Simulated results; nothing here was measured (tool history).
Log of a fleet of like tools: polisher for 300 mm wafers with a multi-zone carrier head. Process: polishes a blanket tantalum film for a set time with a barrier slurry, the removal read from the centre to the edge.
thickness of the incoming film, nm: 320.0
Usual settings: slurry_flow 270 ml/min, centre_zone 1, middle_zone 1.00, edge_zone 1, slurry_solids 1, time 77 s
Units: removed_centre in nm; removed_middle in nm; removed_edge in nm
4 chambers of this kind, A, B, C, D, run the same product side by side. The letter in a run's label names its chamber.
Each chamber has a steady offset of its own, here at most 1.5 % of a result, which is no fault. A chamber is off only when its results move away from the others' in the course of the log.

{"run": "1C", "hour": 13.3, "slurry_flow": 270, "centre_zone": 1, "middle_zone": 1.0, "edge_zone": 1, "slurry_solids": 1, "time": 77, "removed_centre": 107.3, "removed_middle": 109.61, "removed_edge": 107.44}
{"run": "2B", "hour": 22.0, "slurry_flow": 270, "centre_zone": 1, "middle_zone": 1.0, "edge_zone": 1, "slurry_solids": 1, "time": 77, "removed_centre": 109.75, "removed_middle": 107.43, "removed_edge": 106.61}
{"run": "3A", "hour": 33.6, "slurry_flow": 270, "centre_zone": 1, "middle_zone": 1.0, "edge_zone": 1, "slurry_solids": 1, "time": 77, "removed_centre": 108.42, "removed_middle": 109.36, "removed_edge": 107.38}
{"hour": 34.6, "done": "chamber A: edge zone pressure recalibrated"}
{"hour": 40.3, "done": "chamber D: worn pad replaced by a new one"}
{"hour": 41.6, "done": "chamber B: worn pad replaced by a new one"}
{"run": "4D", "hour": 42.9, "slurry_flow": 270, "centre_zone": 1, "middle_zone": 1.0, "edge_zone": 1, "slurry_solids": 1, "time": 77, "removed_centre": 109.04, "removed_middle": 106.69, "removed_edge": 106.67}
{"hour": 46.3, "done": "chamber C: edge zone pressure recalibrated"}
{"run": "5B", "hour": 51.9, "slurry_flow": 270, "centre_zone": 1, "middle_zone": 1.0, "edge_zone": 1, "slurry_solids": 1, "time": 77, "removed_centre": 111.13, "removed_middle": 107.86, "removed_edge": 108.04}
{"run": "6D", "hour": 64.5, "slurry_flow": 270, "centre_zone": 1, "middle_zone": 1.0, "edge_zone": 1, "slurry_solids": 1, "time": 77, "removed_centre": 106.05, "removed_middle": 107.28, "removed_edge": 108.97}
{"hour": 64.9, "done": "chamber C: worn pad replaced by a new one"}
{"run": "7C", "hour": 73.3, "slurry_flow": 270, "centre_zone": 1, "middle_zone": 1.0, "edge_zone": 1, "slurry_solids": 1, "time": 77, "removed_centre": 106.86, "removed_middle": 107.7, "removed_edge": 107.84}
{"run": "8A", "hour": 79.4, "slurry_flow": 270, "centre_zone": 1, "middle_zone": 1.0, "edge_zone": 1, "slurry_solids": 1, "time": 77, "removed_centre": 106.94, "removed_middle": 109.5, "removed_edge": 110.61}
{"run": "9D", "hour": 92.3, "slurry_flow": 270, "centre_zone": 1, "middle_zone": 1.0, "edge_zone": 1, "slurry_solids": 1, "time": 77, "removed_centre": 108.05, "removed_middle": 105.13, "removed_edge": 109.87}
{"run": "10C", "hour": 101.0, "slurry_flow": 270, "centre_zone": 1, "middle_zone": 1.0, "edge_zone": 1, "slurry_solids": 1, "time": 77, "removed_centre": 109.87, "removed_middle": 108.1, "removed_edge": 107.63}
{"run": "11A", "hour": 111.5, "slurry_flow": 270, "centre_zone": 1, "middle_zone": 1.0, "edge_zone": 1, "slurry_solids": 1, "time": 77, "removed_centre": 107.5, "removed_middle": 107.89, "removed_edge": 112.36}
{"hour": 123.2, "done": "chamber B: worn pad replaced by a new one"}
{"run": "12B", "hour": 125.2, "slurry_flow": 270, "centre_zone": 1, "middle_zone": 1.0, "edge_zone": 1, "slurry_solids": 1, "time": 77, "removed_centre": 108.74, "removed_middle": 110.08, "removed_edge": 106.46}
{"run": "13A", "hour": 131.9, "slurry_flow": 270, "centre_zone": 1, "middle_zone": 1.0, "edge_zone": 1, "slurry_solids": 1, "time": 77, "removed_centre": 108.89, "removed_middle": 109.17, "removed_edge": 111.34}
{"hour": 135.1, "done": "chamber D: slurry nozzle cleaned"}
{"run": "14C", "hour": 140.7, "slurry_flow": 270, "centre_zone": 1, "middle_zone": 1.0, "edge_zone": 1, "slurry_solids": 1, "time": 77, "removed_centre": 108.69, "removed_middle": 107.75, "removed_edge": 110.92}
{"hour": 149.8, "done": "chamber C: worn pad replaced by a new one"}
{"run": "15B", "hour": 151.7, "slurry_flow": 270, "centre_zone": 1, "middle_zone": 1.0, "edge_zone": 1, "slurry_solids": 1, "time": 77, "removed_centre": 107.69, "removed_middle": 108.01, "removed_edge": 107.88}
{"hour": 152.5, "done": "chamber B: slurry nozzle cleaned"}
{"hour": 156.2, "done": "chamber B: edge zone pressure recalibrated"}
{"run": "16D", "hour": 162.4, "slurry_flow": 270, "centre_zone": 1, "middle_zone": 1.0, "edge_zone": 1, "slurry_solids": 1, "time": 77, "removed_centre": 107.11, "removed_middle": 106.56, "removed_edge": 110.64}
{"hour": 165.5, "done": "chamber C: slurry nozzle cleaned"}
{"hour": 165.8, "done": "chamber A: worn pad replaced by a new one"}
{"run": "17B", "hour": 172.8, "slurry_flow": 270, "centre_zone": 1, "middle_zone": 1.0, "edge_zone": 1, "slurry_solids": 1, "time": 77, "removed_centre": 106.96, "removed_middle": 110.21, "removed_edge": 110.16}
{"hour": 178.6, "done": "chamber D: worn pad replaced by a new one"}
{"run": "18C", "hour": 180.0, "slurry_flow": 270, "centre_zone": 1, "middle_zone": 1.0, "edge_zone": 1, "slurry_solids": 1, "time": 77, "removed_centre": 109.26, "removed_middle": 110.6, "removed_edge": 107.53}
{"run": "19A", "hour": 191.1, "slurry_flow": 270, "centre_zone": 1, "middle_zone": 1.07, "edge_zone": 1, "slurry_solids": 1, "time": 51, "removed_centre": 71.315, "removed_middle": 76.877, "removed_edge": 73.268}
{"hour": 193.0, "done": "chamber B: worn pad replaced by a new one"}
{"run": "20D", "hour": 198.8, "slurry_flow": 270, "centre_zone": 1, "middle_zone": 1.07, "edge_zone": 1, "slurry_solids": 1, "time": 51, "removed_centre": 72.094, "removed_middle": 74.435, "removed_edge": 71.366}
{"run": "21B", "hour": 211.5, "slurry_flow": 270, "centre_zone": 1, "middle_zone": 1.07, "edge_zone": 1, "slurry_solids": 1, "time": 51, "removed_centre": 71.898, "removed_middle": 75.784, "removed_edge": 69.116}
{"run": "22D", "hour": 219.6, "slurry_flow": 270, "centre_zone": 1, "middle_zone": 1.07, "edge_zone": 1, "slurry_solids": 1, "time": 51, "removed_centre": 72.077, "removed_middle": 73.894, "removed_edge": 71.558}
{"run": "23C", "hour": 229.4, "slurry_flow": 270, "centre_zone": 1, "middle_zone": 1.0, "edge_zone": 1, "slurry_solids": 1, "time": 77, "removed_centre": 108.91, "removed_middle": 107.62, "removed_edge": 107.5}
{"run": "24A", "hour": 238.0, "slurry_flow": 270, "centre_zone": 1, "middle_zone": 1.0, "edge_zone": 1, "slurry_solids": 1, "time": 77, "removed_centre": 106.91, "removed_middle": 109.14, "removed_edge": 108.52}
{"run": "25A", "hour": 246.5, "slurry_flow": 270, "centre_zone": 1, "middle_zone": 1.0, "edge_zone": 1, "slurry_solids": 1, "time": 77, "removed_centre": 106.73, "removed_middle": 107.58, "removed_edge": 108.32}

What goes on in this fleet: one chamber off, a drifting gauge, or nothing beyond the chambers' own small offsets? Name the chamber and the cause, if any.

No chamber stands off beyond its own small offset, and the gauge holds steady.
